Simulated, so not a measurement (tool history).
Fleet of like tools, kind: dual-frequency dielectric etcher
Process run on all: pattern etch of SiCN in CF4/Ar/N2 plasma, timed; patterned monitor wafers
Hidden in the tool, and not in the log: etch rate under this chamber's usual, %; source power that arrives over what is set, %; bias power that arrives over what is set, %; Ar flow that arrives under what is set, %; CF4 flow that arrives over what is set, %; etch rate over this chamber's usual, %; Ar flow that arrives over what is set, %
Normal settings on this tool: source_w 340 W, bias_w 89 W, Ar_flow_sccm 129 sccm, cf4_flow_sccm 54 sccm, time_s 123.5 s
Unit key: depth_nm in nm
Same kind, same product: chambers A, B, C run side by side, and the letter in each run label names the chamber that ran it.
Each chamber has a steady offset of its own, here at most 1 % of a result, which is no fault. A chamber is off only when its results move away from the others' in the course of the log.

run,day,source_w,bias_w,Ar_flow_sccm,cf4_flow_sccm,time_s,hours since the last wet clean,hours since the last source power generator calibration,hours since the last bias power generator calibration,hours since the last Ar flow controller change,hours since the last CF4 flow controller change,"read-back reference wafer on the same gauge, depth_nm",depth_nm
1B,0.183,340,89,129,54,123.5,249.7,2860.3,647.5,1087.8,3061.9,83.352,83.216
2A,0.467,340,89,129,54,123.5,506.1,1763.0,1474.8,686.2,1991.0,83.296,83.082
3C,0.738,340,89,129,54,123.5,49.5,654.8,112.0,368.1,4551.3,83.249,83.863
4B,0.892,340,89,129,54,123.5,266.7,2877.3,664.5,1104.8,3078.9,83.225,83.680
5C,1.175,340,89,129,54,123.5,60.0,665.3,122.5,378.6,4561.8,83.266,83.986
6A,1.471,340,89,129,54,123.5,530.2,1787.1,1498.9,710.3,2015.1,83.345,83.328
7B,1.638,340,89,129,54,123.5,284.6,2895.2,682.4,1122.7,3096.8,83.372,83.449
8C,1.908,390,89,129,54,123.5,77.6,682.9,140.1,396.2,4579.4,83.293,94.602
9A,2.121,390,89,129,54,123.5,545.8,1802.7,1514.5,725.9,2030.7,83.332,93.307
10C,2.342,390,89,129,54,123.5,88.0,693.3,150.5,406.6,4589.8,83.418,95.298
11A,2.550,340,89,129,54,123.5,556.1,1813.0,1524.8,736.2,2041.0,83.355,82.954
12B,2.800,340,89,129,54,123.5,312.5,2923.1,710.3,1150.6,3124.7,83.275,82.916
13B,2.950,340,89,129,54,123.5,316.1,2926.7,713.9,1154.2,3128.3,83.320,83.014
14C,3.233,340,89,129,54,123.5,109.4,714.7,171.9,428.0,4611.2,83.190,83.941
15A,3.529,340,89,129,54,123.5,579.6,1836.5,1548.3,759.7,2064.5,83.366,82.319
16C,3.846,340,89,129,54,123.5,124.1,729.4,186.6,442.7,4625.9,83.324,83.987
17A,4.167,340,89,129,54,123.5,594.9,1851.8,1563.6,775.0,2079.8,83.255,82.929
18B,4.379,340,89,129,54,123.5,350.4,2961.0,748.2,1188.5,3162.6,83.364,82.771
19A,4.583,340,89,129,54,123.5,604.9,1861.8,1573.6,785.0,2089.8,83.320,83.424
20B,4.779,340,89,129,54,123.5,360.0,2970.6,757.8,1198.1,3172.2,83.294,82.327
21C,4.971,340,89,129,54,123.5,151.1,756.4,213.6,469.7,4652.9,83.324,83.897
# day 5.221: chamber A: wet clean of the chamber
22B,5.238,340,89,129,54,123.5,371.0,2981.6,768.8,1209.1,3183.2,83.304,83.387
23A,5.421,340,89,129,54,123.5,4.9,1881.9,1593.7,805.1,2109.9,83.296,79.141
24C,5.600,340,96,142,54,123.5,166.2,771.5,228.7,484.8,4668.0,83.283,85.765
25A,5.912,340,96,142,54,123.5,16.7,1893.7,1605.5,816.9,2121.7,83.348,81.516
26C,6.129,340,96,142,54,123.5,178.9,784.2,241.4,497.5,4680.7,83.313,85.615
27B,6.408,340,107,129,54,149.0,399.1,3009.7,796.9,1237.2,3211.3,83.323,107.700
28C,6.567,340,107,129,54,149.0,189.4,794.7,251.9,508.0,4691.2,83.345,109.460
29B,6.825,340,107,129,54,149.0,409.1,3019.7,806.9,1247.2,3221.3,83.251,107.070
30A,7.138,340,89,129,54,123.5,46.1,1923.1,1634.9,846.3,2151.1,83.248,79.653
31C,7.392,340,89,129,54,123.5,209.2,814.5,271.7,527.8,4711.0,83.192,83.863
32A,7.675,340,89,129,54,123.5,59.0,1936.0,1647.8,859.2,2164.0,83.293,79.439
# day 7.829: chamber B: wet clean of the chamber
33B,7.854,340,89,129,54,123.5,0.7,3044.4,831.6,1271.9,3246.0,83.359,82.958
34B,8.092,340,89,129,54,123.5,6.4,3050.1,837.3,1277.6,3251.7,83.276,83.061
35A,8.271,340,89,129,54,123.5,73.3,1950.3,1662.1,873.5,2178.3,83.328,79.688
36C,8.558,340,89,129,54,123.5,237.2,842.5,299.7,555.8,4739.0,83.278,83.920
37A,8.725,340,89,129,54,123.5,84.2,1961.2,1673.0,884.4,2189.2,83.294,79.117

Read the log: is a single chamber off, either drifting away or since a service, is the gauge that measures every chamber drifting, or is nothing wrong beyond small per-chamber offsets? Name any odd chamber and what most likely caused it.

A service on chamber A put it out of line with the rest.
Cause: etch rate under this chamber's usual, % = 4.26.

Below are 4 candidate recipes for chamber A's next run, each the usual settings with a change, their results shown as question marks. Which of them brings A's results back in line with what the other chambers give on the usual settings?
In-line tolerance around the mean of the other chambers on the usual settings: depth_nm 1.200 nm
38A-1,8.954,340,100,129,54,123.5,,,,,,,?
38A-2,8.954,340,110,129,54,123.5,,,,,,,?
38A-3,8.954,320,89,130,54,123.5,,,,,,,?
38A-4,8.954,340,89,130,54,113.0,,,,,,,?

Mean of the other chambers on the usual settings: depth_nm 83.594 nm
run,depth_nm
38A-1,83.026
38A-2,86.324
38A-3,75.089
38A-4,72.396
It is 38A-1 that realigns the chamber with its peers.
